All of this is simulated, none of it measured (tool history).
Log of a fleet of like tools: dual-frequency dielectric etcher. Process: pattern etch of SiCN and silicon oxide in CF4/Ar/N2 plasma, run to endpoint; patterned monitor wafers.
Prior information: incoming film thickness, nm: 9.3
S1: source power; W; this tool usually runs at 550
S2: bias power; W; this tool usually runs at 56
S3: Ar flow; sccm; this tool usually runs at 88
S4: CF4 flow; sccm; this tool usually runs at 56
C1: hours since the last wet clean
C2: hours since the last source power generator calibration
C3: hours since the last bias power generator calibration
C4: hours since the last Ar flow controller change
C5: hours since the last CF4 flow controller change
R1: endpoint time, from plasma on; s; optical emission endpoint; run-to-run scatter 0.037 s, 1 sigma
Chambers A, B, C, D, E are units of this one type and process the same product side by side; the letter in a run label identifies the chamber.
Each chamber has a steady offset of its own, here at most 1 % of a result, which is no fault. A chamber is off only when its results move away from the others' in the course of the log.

{"run": "1B", "hour": 2.7, "S1": 550, "S2": 56, "S3": 88, "S4": 56, "C1": 328.3, "C2": 1774.4, "C3": 1852.8, "C4": 610.2, "C5": 188.7, "R1": 9.9886}
{"run": "2C", "hour": 7.1, "S1": 550, "S2": 56, "S3": 88, "S4": 56, "C1": 359.0, "C2": 2396.4, "C3": 2418.2, "C4": 4012.2, "C5": 1882.6, "R1": 10.023}
{"run": "3D", "hour": 11.5, "S1": 550, "S2": 56, "S3": 88, "S4": 56, "C1": 100.6, "C2": 1837.1, "C3": 961.7, "C4": 795.3, "C5": 1595.7, "R1": 9.9443}
{"run": "4E", "hour": 15.6, "S1": 550, "S2": 56, "S3": 88, "S4": 56, "C1": 340.0, "C2": 828.9, "C3": 267.3, "C4": 1769.6, "C5": 817.1, "R1": 10.065}
{"run": "5A", "hour": 18.2, "S1": 550, "S2": 56, "S3": 88, "S4": 56, "C1": 354.9, "C2": 1421.7, "C3": 3640.8, "C4": 1478.4, "C5": 2245.2, "R1": 9.9502}
{"run": "6D", "hour": 23.9, "S1": 550, "S2": 56, "S3": 88, "S4": 56, "C1": 113.0, "C2": 1849.5, "C3": 974.1, "C4": 807.7, "C5": 1608.1, "R1": 9.9559}
{"run": "7B", "hour": 27.4, "S1": 550, "S2": 56, "S3": 88, "S4": 56, "C1": 353.0, "C2": 1799.1, "C3": 1877.5, "C4": 634.9, "C5": 213.4, "R1": 9.9852}
{"run": "8C", "hour": 32.4, "S1": 550, "S2": 56, "S3": 88, "S4": 56, "C1": 384.3, "C2": 2421.7, "C3": 2443.5, "C4": 4037.5, "C5": 1907.9, "R1": 9.8926}
{"run": "9A", "hour": 35.8, "S1": 550, "S2": 56, "S3": 88, "S4": 56, "C1": 372.5, "C2": 1439.3, "C3": 3658.4, "C4": 1496.0, "C5": 2262.8, "R1": 9.9075}
{"run": "10E", "hour": 39.9, "S1": 550, "S2": 56, "S3": 88, "S4": 56, "C1": 364.3, "C2": 853.2, "C3": 291.6, "C4": 1793.9, "C5": 841.4, "R1": 10.049}
{"run": "11E", "hour": 43.0, "S1": 550, "S2": 56, "S3": 88, "S4": 56, "C1": 367.4, "C2": 856.3, "C3": 294.7, "C4": 1797.0, "C5": 844.5, "R1": 10.098}
{"run": "12C", "hour": 48.5, "S1": 550, "S2": 56, "S3": 88, "S4": 56, "C1": 400.4, "C2": 2437.8, "C3": 2459.6, "C4": 4053.6, "C5": 1924.0, "R1": 9.903}
{"hour": 53.3, "done": "chamber E: wet clean of the chamber"}
{"run": "13B", "hour": 53.8, "S1": 550, "S2": 56, "S3": 88, "S4": 56, "C1": 379.4, "C2": 1825.5, "C3": 1903.9, "C4": 661.3, "C5": 239.8, "R1": 10.029}
{"hour": 56.9, "done": "chamber B: source power generator calibrated"}
{"run": "14D", "hour": 56.9, "S1": 440, "S2": 64, "S3": 88, "S4": 56, "C1": 146.0, "C2": 1882.5, "C3": 1007.1, "C4": 840.7, "C5": 1641.1, "R1": 11.595}
{"run": "15A", "hour": 62.5, "S1": 440, "S2": 64, "S3": 88, "S4": 56, "C1": 399.2, "C2": 1466.0, "C3": 3685.1, "C4": 1522.7, "C5": 2289.5, "R1": 11.521}
{"run": "16C", "hour": 66.4, "S1": 440, "S2": 64, "S3": 88, "S4": 56, "C1": 418.3, "C2": 2455.7, "C3": 2477.5, "C4": 4071.5, "C5": 1941.9, "R1": 11.555}
{"run": "17D", "hour": 70.7, "S1": 440, "S2": 64, "S3": 88, "S4": 56, "C1": 159.8, "C2": 1896.3, "C3": 1020.9, "C4": 854.5, "C5": 1654.9, "R1": 11.678}
{"run": "18A", "hour": 76.3, "S1": 440, "S2": 64, "S3": 88, "S4": 56, "C1": 413.0, "C2": 1479.8, "C3": 3698.9, "C4": 1536.5, "C5": 2303.3, "R1": 11.514}
{"run": "19B", "hour": 79.9, "S1": 550, "S2": 56, "S3": 88, "S4": 56, "C1": 405.5, "C2": 23.1, "C3": 1930.0, "C4": 687.4, "C5": 265.9, "R1": 9.951}
{"run": "20E", "hour": 83.2, "S1": 550, "S2": 56, "S3": 88, "S4": 56, "C1": 29.9, "C2": 896.5, "C3": 334.9, "C4": 1837.2, "C5": 884.7, "R1": 10.145}
{"run": "21C", "hour": 86.7, "S1": 550, "S2": 56, "S3": 88, "S4": 56, "C1": 438.6, "C2": 2476.0, "C3": 2497.8, "C4": 4091.8, "C5": 1962.2, "R1": 9.9102}
{"run": "22D", "hour": 89.7, "S1": 550, "S2": 56, "S3": 88, "S4": 56, "C1": 178.8, "C2": 1915.3, "C3": 1039.9, "C4": 873.5, "C5": 1673.9, "R1": 9.9931}
{"run": "23B", "hour": 94.1, "S1": 550, "S2": 56, "S3": 88, "S4": 56, "C1": 419.7, "C2": 37.3, "C3": 1944.2, "C4": 701.6, "C5": 280.1, "R1": 9.9549}
{"run": "24E", "hour": 98.6, "S1": 550, "S2": 56, "S3": 88, "S4": 56, "C1": 45.3, "C2": 911.9, "C3": 350.3, "C4": 1852.6, "C5": 900.1, "R1": 10.253}
{"hour": 99.9, "done": "chamber A: wet clean of the chamber"}
{"run": "25A", "hour": 104.2, "S1": 550, "S2": 56, "S3": 88, "S4": 56, "C1": 4.3, "C2": 1507.7, "C3": 3726.8, "C4": 1564.4, "C5": 2331.2, "R1": 9.8741}
{"run": "26E", "hour": 108.7, "S1": 550, "S2": 56, "S3": 88, "S4": 56, "C1": 55.4, "C2": 922.0, "C3": 360.4, "C4": 1862.7, "C5": 910.2, "R1": 10.257}
{"hour": 112.2, "done": "chamber C: bias power generator calibrated"}
{"run": "27C", "hour": 112.7, "S1": 550, "S2": 51, "S3": 88, "S4": 64, "C1": 464.6, "C2": 2502.0, "C3": 0.5, "C4": 4117.8, "C5": 1988.2, "R1": 9.9415}
{"run": "28B", "hour": 117.7, "S1": 550, "S2": 51, "S3": 88, "S4": 64, "C1": 443.3, "C2": 60.9, "C3": 1967.8, "C4": 725.2, "C5": 303.7, "R1": 10.105}
{"run": "29D", "hour": 121.4, "S1": 550, "S2": 51, "S3": 88, "S4": 64, "C1": 210.5, "C2": 1947.0, "C3": 1071.6, "C4": 905.2, "C5": 1705.6, "R1": 10.042}
{"run": "30A", "hour": 127.0, "S1": 550, "S2": 51, "S3": 88, "S4": 64, "C1": 27.1, "C2": 1530.5, "C3": 3749.6, "C4": 1587.2, "C5": 2354.0, "R1": 9.9496}
{"run": "31C", "hour": 130.7, "S1": 550, "S2": 51, "S3": 88, "S4": 64, "C1": 482.6, "C2": 2520.0, "C3": 18.5, "C4": 4135.8, "C5": 2006.2, "R1": 10.009}
{"run": "32E", "hour": 136.2, "S1": 620, "S2": 50, "S3": 88, "S4": 56, "C1": 82.9, "C2": 949.5, "C3": 387.9, "C4": 1890.2, "C5": 937.7, "R1": 9.5363}
{"run": "33B", "hour": 141.7, "S1": 620, "S2": 50, "S3": 88, "S4": 56, "C1": 467.3, "C2": 84.9, "C3": 1991.8, "C4": 749.2, "C5": 327.7, "R1": 9.279}
{"run": "34A", "hour": 144.3, "S1": 620, "S2": 50, "S3": 88, "S4": 56, "C1": 44.4, "C2": 1547.8, "C3": 3766.9, "C4": 1604.5, "C5": 2371.3, "R1": 9.1933}
{"run": "35D", "hour": 149.5, "S1": 620, "S2": 50, "S3": 88, "S4": 56, "C1": 238.6, "C2": 1975.1, "C3": 1099.7, "C4": 933.3, "C5": 1733.7, "R1": 9.3019}
{"run": "36D", "hour": 155.3, "S1": 620, "S2": 50, "S3": 88, "S4": 56, "C1": 244.4, "C2": 1980.9, "C3": 1105.5, "C4": 939.1, "C5": 1739.5, "R1": 9.3062}
{"run": "37A", "hour": 158.2, "S1": 550, "S2": 56, "S3": 88, "S4": 56, "C1": 58.3, "C2": 1561.7, "C3": 3780.8, "C4": 1618.4, "C5": 2385.2, "R1": 9.9398}
{"run": "38B", "hour": 161.9, "S1": 550, "S2": 56, "S3": 88, "S4": 56, "C1": 487.5, "C2": 105.1, "C3": 2012.0, "C4": 769.4, "C5": 347.9, "R1": 9.9715}
{"run": "39E", "hour": 167.7, "S1": 550, "S2": 56, "S3": 88, "S4": 49, "C1": 114.4, "C2": 981.0, "C3": 419.4, "C4": 1921.7, "C5": 969.2, "R1": 10.512}
{"run": "40C", "hour": 171.9, "S1": 550, "S2": 56, "S3": 88, "S4": 49, "C1": 523.8, "C2": 2561.2, "C3": 59.7, "C4": 4177.0, "C5": 2047.4, "R1": 10.204}
{"run": "41E", "hour": 175.4, "S1": 550, "S2": 56, "S3": 88, "S4": 49, "C1": 122.1, "C2": 988.7, "C3": 427.1, "C4": 1929.4, "C5": 976.9, "R1": 10.586}
{"run": "42B", "hour": 180.2, "S1": 550, "S2": 56, "S3": 88, "S4": 49, "C1": 505.8, "C2": 123.4, "C3": 2030.3, "C4": 787.7, "C5": 366.2, "R1": 10.201}
{"run": "43A", "hour": 184.2, "S1": 550, "S2": 56, "S3": 88, "S4": 49, "C1": 84.3, "C2": 1587.7, "C3": 3806.8, "C4": 1644.4, "C5": 2411.2, "R1": 10.145}
{"run": "44D", "hour": 188.2, "S1": 550, "S2": 56, "S3": 88, "S4": 56, "C1": 277.3, "C2": 2013.8, "C3": 1138.4, "C4": 972.0, "C5": 1772.4, "R1": 9.9778}

Each of the 5 chambers runs these same settings next. Fill in every chamber's results:
{"run": "45A", "hour": 192.4, "S1": 550, "S2": 56, "S3": 88, "S4": 56, "R1": "?"}
{"run": "45B", "hour": 192.4, "S1": 550, "S2": 56, "S3": 88, "S4": 56, "R1": "?"}
{"run": "45C", "hour": 192.4, "S1": 550, "S2": 56, "S3": 88, "S4": 56, "R1": "?"}
{"run": "45D", "hour": 192.4, "S1": 550, "S2": 56, "S3": 88, "S4": 56, "R1": "?"}
{"run": "45E", "hour": 192.4, "S1": 550, "S2": 56, "S3": 88, "S4": 56, "R1": "?"}

run=45A R1=9.9753
run=45B R1=9.9603
run=45C R1=9.9161
run=45D R1=10.0090
run=45E R1=10.3780

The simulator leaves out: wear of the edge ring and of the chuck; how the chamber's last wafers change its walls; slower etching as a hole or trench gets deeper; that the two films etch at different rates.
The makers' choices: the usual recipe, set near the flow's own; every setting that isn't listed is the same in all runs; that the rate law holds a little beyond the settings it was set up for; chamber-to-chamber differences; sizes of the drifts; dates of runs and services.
